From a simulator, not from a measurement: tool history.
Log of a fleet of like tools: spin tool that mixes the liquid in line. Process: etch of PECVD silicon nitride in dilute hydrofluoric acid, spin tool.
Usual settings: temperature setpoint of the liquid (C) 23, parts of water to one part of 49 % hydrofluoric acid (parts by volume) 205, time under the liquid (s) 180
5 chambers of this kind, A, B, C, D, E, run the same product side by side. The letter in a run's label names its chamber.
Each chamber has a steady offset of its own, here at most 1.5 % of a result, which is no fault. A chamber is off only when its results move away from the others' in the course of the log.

| run | day | temperature setpoint of the liquid (C) | parts of water to one part of 49 % hydrofluoric acid (parts by volume) | time under the liquid (s) | read-back film thickness of the PECVD silicon nitride reference wafer, read on the same gauge (nm) | thickness taken off the PECVD silicon nitride on a monitor wafer (nm) |
|---|---|---|---|---|---|---|
| 1A | 0.55 | 23 | 205 | 180 | 100 | 2.3253 |
| 2B | 1.112 | 23 | 205 | 180 | 100 | 2.368 |
| 3E | 1.512 | 23 | 205 | 180 | 100.03 | 2.3574 |
| 4D | 2.012 | 23 | 205 | 180 | 99.996 | 2.381 |
| 5C | 2.35 | 23 | 205 | 180 | 100.01 | 2.3605 |
| 6C | 3.008 | 23 | 205 | 180 | 99.997 | 2.3828 |
| 7B | 3.508 | 23 | 205 | 180 | 99.986 | 2.3771 |
| 8D | 4.012 | 23 | 205 | 180 | 99.994 | 2.4188 |
| 9E | 4.688 | 23 | 205 | 180 | 100.01 | 2.3757 |
| 10A | 5.1 | 23 | 205 | 180 | 99.986 | 2.366 |
|  | 5.758 | chamber D: hydrofluoric acid flow meter replaced |
| 11C | 5.783 | 27.5 | 170 | 180 | 100 | 3.8017 |
| 12E | 6.1 | 27.5 | 170 | 180 | 100.02 | 3.7407 |
| 13B | 6.762 | 27.5 | 170 | 180 | 100.02 | 3.7804 |
| 14A | 7.396 | 27.5 | 170 | 180 | 99.99 | 3.6688 |
|  | 7.679 | chamber C: hydrofluoric acid flow meter replaced |
| 15D | 7.796 | 27.5 | 170 | 180 | 100 | 3.7813 |
| 16B | 8.45 | 23 | 205 | 180 | 100.01 | 2.3587 |
| 17E | 8.8 | 23 | 205 | 180 | 99.993 | 2.3901 |
| 18D | 9.467 | 23 | 205 | 180 | 100.02 | 2.3283 |
| 19A | 9.796 | 23 | 205 | 180 | 100 | 2.3084 |
| 20C | 10.312 | 23 | 205 | 180 | 100 | 2.4253 |
| 21C | 10.971 | 23 | 205 | 180 | 100 | 2.4475 |
| 22D | 11.525 | 23 | 205 | 180 | 100 | 2.3928 |
| 23B | 12.112 | 23 | 205 | 180 | 100.01 | 2.2728 |
| 24A | 12.45 | 23 | 205 | 180 | 99.993 | 2.375 |
| 25E | 12.871 | 23 | 205 | 180 | 99.99 | 2.322 |
| 26E | 13.533 | 23 | 205 | 180 | 99.99 | 2.3692 |
| 27D | 13.862 | 23 | 205 | 275 | 99.992 | 3.5954 |
| 28C | 14.508 | 23 | 205 | 275 | 99.997 | 3.745 |
| 29B | 15.1 | 23 | 205 | 275 | 100.01 | 3.4183 |
|  | 15.125 | chamber B: thermometer replaced |
|  | 15.225 | chamber E: hydrofluoric acid flow meter replaced |
| 30A | 15.779 | 23 | 205 | 275 | 100.01 | 3.6122 |
| 31A | 16.354 | 23 | 205 | 275 | 99.998 | 3.6025 |
| 32E | 17 | 23 | 205 | 180 | 99.998 | 2.393 |
| 33D | 17.417 | 23 | 205 | 180 | 100.01 | 2.3694 |
| 34C | 17.754 | 23 | 205 | 180 | 100.02 | 2.3633 |
| 35B | 18.246 | 23 | 205 | 180 | 100 | 2.182 |

All 5 chambers run these settings next. Forecast each chamber's results:
| 36A | 18.738 | 19 | 205 | 180 |  | ? |
| 36B | 18.738 | 19 | 205 | 180 |  | ? |
| 36C | 18.738 | 19 | 205 | 180 |  | ? |
| 36D | 18.738 | 19 | 205 | 180 |  | ? |
| 36E | 18.738 | 19 | 205 | 180 |  | ? |

| run | thickness taken off the PECVD silicon nitride on a monitor wafer (nm) |
|---|---|
| 36A | 1.8045 |
| 36B | 1.6414 |
| 36C | 1.8429 |
| 36D | 1.8286 |
| 36E | 1.8765 |
